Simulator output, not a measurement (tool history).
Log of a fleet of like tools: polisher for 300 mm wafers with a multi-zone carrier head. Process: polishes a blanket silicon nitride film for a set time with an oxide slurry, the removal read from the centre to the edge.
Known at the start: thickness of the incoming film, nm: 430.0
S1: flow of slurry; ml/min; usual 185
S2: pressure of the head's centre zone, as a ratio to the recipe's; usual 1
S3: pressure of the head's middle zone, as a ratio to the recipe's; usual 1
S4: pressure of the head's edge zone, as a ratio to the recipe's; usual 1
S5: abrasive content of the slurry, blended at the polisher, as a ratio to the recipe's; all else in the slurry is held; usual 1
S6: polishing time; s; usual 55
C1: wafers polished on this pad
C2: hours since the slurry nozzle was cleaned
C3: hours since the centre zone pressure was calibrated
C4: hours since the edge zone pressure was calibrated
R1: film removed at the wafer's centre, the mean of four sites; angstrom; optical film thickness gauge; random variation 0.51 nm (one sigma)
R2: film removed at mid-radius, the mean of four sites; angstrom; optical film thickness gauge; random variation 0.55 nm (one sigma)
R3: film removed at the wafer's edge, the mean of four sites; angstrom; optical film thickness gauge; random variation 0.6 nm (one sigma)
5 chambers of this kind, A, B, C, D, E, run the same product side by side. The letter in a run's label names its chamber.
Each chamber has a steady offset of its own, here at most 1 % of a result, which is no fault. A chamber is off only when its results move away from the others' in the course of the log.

{"run": "1C", "day": 0.2, "S1": 185, "S2": 1, "S3": 1, "S4": 1, "S5": 1, "S6": 55, "C1": 1327, "C2": 496.6, "C3": 263.5, "C4": 876.5, "R1": 587.88, "R2": 603.81, "R3": 595.15}
{"run": "2B", "day": 0.404, "S1": 185, "S2": 1, "S3": 1, "S4": 1, "S5": 1, "S6": 55, "C1": 619, "C2": 210.8, "C3": 1256.3, "C4": 1012.3, "R1": 608.39, "R2": 592.43, "R3": 599.04}
{"run": "3A", "day": 0.529, "S1": 185, "S2": 1, "S3": 1, "S4": 1, "S5": 1, "S6": 55, "C1": 248, "C2": 289.9, "C3": 356.2, "C4": 71.5, "R1": 605.31, "R2": 594.16, "R3": 596.46}
{"day": 0.633, "done": "chamber E: worn pad replaced by a new one"}
{"run": "4D", "day": 0.708, "S1": 185, "S2": 1, "S3": 1, "S4": 1, "S5": 1, "S6": 55, "C1": 710, "C2": 542.5, "C3": 962.2, "C4": 203.1, "R1": 594.55, "R2": 596.13, "R3": 596.82}
{"run": "5E", "day": 0.879, "S1": 185, "S2": 1, "S3": 1, "S4": 1, "S5": 1, "S6": 55, "C1": 58, "C2": 470.3, "C3": 816.7, "C4": 633.2, "R1": 591.56, "R2": 590.06, "R3": 598.56}
{"day": 0.925, "done": "chamber C: worn pad replaced by a new one"}
{"run": "6D", "day": 1.025, "S1": 185, "S2": 1, "S3": 1, "S4": 1, "S5": 1.1, "S6": 55, "C1": 785, "C2": 550.1, "C3": 969.8, "C4": 210.7, "R1": 617.67, "R2": 621.77, "R3": 626.82}
{"run": "7B", "day": 1.171, "S1": 185, "S2": 1, "S3": 1, "S4": 1, "S5": 1.1, "S6": 55, "C1": 801, "C2": 229.2, "C3": 1274.7, "C4": 1030.7, "R1": 631.99, "R2": 619.16, "R3": 620.61}
{"run": "8E", "day": 1.362, "S1": 185, "S2": 1, "S3": 1, "S4": 1, "S5": 1.1, "S6": 55, "C1": 173, "C2": 481.9, "C3": 828.3, "C4": 644.8, "R1": 628.11, "R2": 619.09, "R3": 617.84}
{"run": "9A", "day": 1.467, "S1": 185, "S2": 1, "S3": 1, "S4": 1, "S5": 1.1, "S6": 55, "C1": 470, "C2": 312.4, "C3": 378.7, "C4": 94, "R1": 627.03, "R2": 619.45, "R3": 629.04}
{"run": "10C", "day": 1.579, "S1": 185, "S2": 1, "S3": 1, "S4": 1, "S5": 1.1, "S6": 55, "C1": 155, "C2": 529.7, "C3": 296.6, "C4": 909.6, "R1": 631.49, "R2": 636.9, "R3": 631.14}
{"day": 1.704, "done": "chamber D: worn pad replaced by a new one"}
{"run": "11A", "day": 1.708, "S1": 185, "S2": 1, "S3": 1, "S4": 1, "S5": 1, "S6": 55, "C1": 527, "C2": 318.2, "C3": 384.5, "C4": 99.8, "R1": 587.33, "R2": 587.79, "R3": 599.16}
{"run": "12D", "day": 1.796, "S1": 185, "S2": 1, "S3": 1, "S4": 1, "S5": 1, "S6": 55, "C1": 22, "C2": 568.6, "C3": 988.3, "C4": 229.2, "R1": 594.17, "R2": 605.71, "R3": 587.62}
{"run": "13B", "day": 1.975, "S1": 185, "S2": 1, "S3": 1, "S4": 1, "S5": 1, "S6": 55, "C1": 991, "C2": 248.5, "C3": 1294, "C4": 1050, "R1": 588.5, "R2": 599.49, "R3": 587.55}
{"run": "14E", "day": 2.138, "S1": 185, "S2": 0.91, "S3": 0.88, "S4": 1, "S5": 1, "S6": 55, "C1": 356, "C2": 500.5, "C3": 846.9, "C4": 663.4, "R1": 521.38, "R2": 525.03, "R3": 595.65}
{"run": "15C", "day": 2.283, "S1": 185, "S2": 0.91, "S3": 0.88, "S4": 1, "S5": 1, "S6": 55, "C1": 322, "C2": 546.6, "C3": 313.5, "C4": 926.5, "R1": 535.3, "R2": 534.5, "R3": 599.83}
{"run": "16B", "day": 2.4, "S1": 185, "S2": 0.91, "S3": 0.88, "S4": 1, "S5": 1, "S6": 55, "C1": 1091, "C2": 258.7, "C3": 1304.2, "C4": 1060.2, "R1": 545.2, "R2": 530.86, "R3": 591.57}
{"day": 2.446, "done": "chamber A: worn pad replaced by a new one"}
{"run": "17D", "day": 2.571, "S1": 185, "S2": 0.91, "S3": 0.88, "S4": 1, "S5": 1, "S6": 55, "C1": 205, "C2": 587.2, "C3": 1006.9, "C4": 247.8, "R1": 536.96, "R2": 533.15, "R3": 609.88}
{"run": "18A", "day": 2.7, "S1": 185, "S2": 0.91, "S3": 0.88, "S4": 1, "S5": 1, "S6": 55, "C1": 60, "C2": 342, "C3": 408.3, "C4": 123.6, "R1": 536.01, "R2": 529.6, "R3": 596.31}
{"run": "19E", "day": 2.862, "S1": 185, "S2": 0.89, "S3": 1, "S4": 1, "S5": 1, "S6": 55, "C1": 528, "C2": 517.9, "C3": 864.3, "C4": 680.8, "R1": 521.14, "R2": 604.15, "R3": 590.39}
{"run": "20C", "day": 3.008, "S1": 185, "S2": 0.89, "S3": 1, "S4": 1, "S5": 1, "S6": 55, "C1": 493, "C2": 564, "C3": 330.9, "C4": 943.9, "R1": 522.65, "R2": 606.49, "R3": 603.16}
{"day": 3.071, "done": "chamber B: worn pad replaced by a new one"}
{"day": 3.125, "done": "chamber B: centre zone pressure recalibrated"}
{"run": "21A", "day": 3.142, "S1": 185, "S2": 0.89, "S3": 1, "S4": 1, "S5": 1, "S6": 55, "C1": 164, "C2": 352.6, "C3": 418.9, "C4": 134.2, "R1": 521.91, "R2": 598.78, "R3": 603.83}
{"run": "22B", "day": 3.233, "S1": 185, "S2": 0.89, "S3": 1, "S4": 1, "S5": 1, "S6": 55, "C1": 38, "C2": 278.7, "C3": 2.6, "C4": 1080.2, "R1": 492.36, "R2": 600, "R3": 602.74}
{"run": "23D", "day": 3.412, "S1": 185, "S2": 0.89, "S3": 1, "S4": 1, "S5": 1, "S6": 55, "C1": 404, "C2": 607.4, "C3": 1027.1, "C4": 268, "R1": 521.76, "R2": 605.14, "R3": 596.23}
{"run": "24E", "day": 3.608, "S1": 185, "S2": 1, "S3": 1, "S4": 1, "S5": 1, "S6": 55, "C1": 704, "C2": 535.8, "C3": 882.2, "C4": 698.7, "R1": 592, "R2": 596.93, "R3": 594.67}
{"run": "25C", "day": 3.812, "S1": 185, "S2": 1, "S3": 1, "S4": 1, "S5": 1, "S6": 55, "C1": 684, "C2": 583.3, "C3": 350.2, "C4": 963.2, "R1": 594.68, "R2": 606.79, "R3": 611.01}
{"run": "26B", "day": 4.0, "S1": 185, "S2": 1, "S3": 1, "S4": 1, "S5": 1, "S6": 55, "C1": 220, "C2": 297.1, "C3": 21, "C4": 1098.6, "R1": 557.6, "R2": 601.38, "R3": 586.3}
{"run": "27E", "day": 4.121, "S1": 185, "S2": 1, "S3": 1, "S4": 1, "S5": 1, "S6": 55, "C1": 825, "C2": 548.1, "C3": 894.5, "C4": 711, "R1": 581.63, "R2": 593.51, "R3": 595.84}
{"run": "28A", "day": 4.238, "S1": 185, "S2": 1, "S3": 1, "S4": 1, "S5": 1.1, "S6": 39, "C1": 423, "C2": 378.9, "C3": 445.2, "C4": 160.5, "R1": 445.85, "R2": 439.85, "R3": 431.88}
{"day": 4.392, "done": "chamber A: slurry nozzle cleaned"}
{"run": "29D", "day": 4.433, "S1": 185, "S2": 1, "S3": 1, "S4": 1, "S5": 1.1, "S6": 39, "C1": 646, "C2": 631.9, "C3": 1051.6, "C4": 292.5, "R1": 431.49, "R2": 446.49, "R3": 441.79}
{"run": "30C", "day": 4.583, "S1": 185, "S2": 1, "S3": 1, "S4": 1, "S5": 1.1, "S6": 39, "C1": 866, "C2": 601.8, "C3": 368.7, "C4": 981.7, "R1": 446.22, "R2": 441.79, "R3": 439.29}
{"run": "31A", "day": 4.738, "S1": 185, "S2": 1, "S3": 1, "S4": 1, "S5": 1.1, "S6": 39, "C1": 542, "C2": 8.3, "C3": 457.2, "C4": 172.5, "R1": 443.39, "R2": 442.55, "R3": 443.74}
{"run": "32D", "day": 4.925, "S1": 185, "S2": 1, "S3": 1, "S4": 1, "S5": 1.1, "S6": 39, "C1": 762, "C2": 643.7, "C3": 1063.4, "C4": 304.3, "R1": 444.51, "R2": 448.07, "R3": 441.43}
{"day": 4.971, "done": "chamber E: worn pad replaced by a new one"}
{"run": "33E", "day": 5.121, "S1": 185, "S2": 1, "S3": 1, "S4": 1, "S5": 1, "S6": 55, "C1": 35, "C2": 572.1, "C3": 918.5, "C4": 735, "R1": 592.04, "R2": 589.94, "R3": 586.55}
{"run": "34B", "day": 5.238, "S1": 185, "S2": 1, "S3": 1, "S4": 1, "S5": 1, "S6": 55, "C1": 512, "C2": 326.8, "C3": 50.7, "C4": 1128.3, "R1": 562.75, "R2": 590.43, "R3": 594.1}
{"run": "35C", "day": 5.367, "S1": 185, "S2": 1, "S3": 1.05, "S4": 1, "S5": 1, "S6": 55, "C1": 1051, "C2": 620.6, "C3": 387.5, "C4": 1000.5, "R1": 601.38, "R2": 635.52, "R3": 600.31}
{"day": 5.417, "done": "chamber A: worn pad replaced by a new one"}
{"run": "36A", "day": 5.512, "S1": 185, "S2": 1, "S3": 1.05, "S4": 1, "S5": 1, "S6": 55, "C1": 23, "C2": 26.9, "C3": 475.8, "C4": 191.1, "R1": 592.45, "R2": 629.57, "R3": 600.86}
{"run": "37B", "day": 5.65, "S1": 185, "S2": 1, "S3": 1.05, "S4": 1, "S5": 1, "S6": 55, "C1": 610, "C2": 336.7, "C3": 60.6, "C4": 1138.2, "R1": 554.04, "R2": 624.9, "R3": 590.56}

All 5 chambers run these settings next. Forecast each chamber's results:
{"run": "38A", "day": 5.796, "S1": 185, "S2": 1, "S3": 1, "S4": 1, "S5": 1, "S6": 55, "R1": "?", "R2": "?", "R3": "?"}
{"run": "38B", "day": 5.796, "S1": 185, "S2": 1, "S3": 1, "S4": 1, "S5": 1, "S6": 55, "R1": "?", "R2": "?", "R3": "?"}
{"run": "38C", "day": 5.796, "S1": 185, "S2": 1, "S3": 1, "S4": 1, "S5": 1, "S6": 55, "R1": "?", "R2": "?", "R3": "?"}
{"run": "38D", "day": 5.796, "S1": 185, "S2": 1, "S3": 1, "S4": 1, "S5": 1, "S6": 55, "R1": "?", "R2": "?", "R3": "?"}
{"run": "38E", "day": 5.796, "S1": 185, "S2": 1, "S3": 1, "S4": 1, "S5": 1, "S6": 55, "R1": "?", "R2": "?", "R3": "?"}

run=38A R1=592.62 R2=601.07 R3=590.7
run=38B R1=565.78 R2=609.19 R3=610.42
run=38C R1=596.76 R2=604.74 R3=607.29
run=38D R1=596.9 R2=605.64 R3=603.45
run=38E R1=596.81 R2=591.55 R3=591.7

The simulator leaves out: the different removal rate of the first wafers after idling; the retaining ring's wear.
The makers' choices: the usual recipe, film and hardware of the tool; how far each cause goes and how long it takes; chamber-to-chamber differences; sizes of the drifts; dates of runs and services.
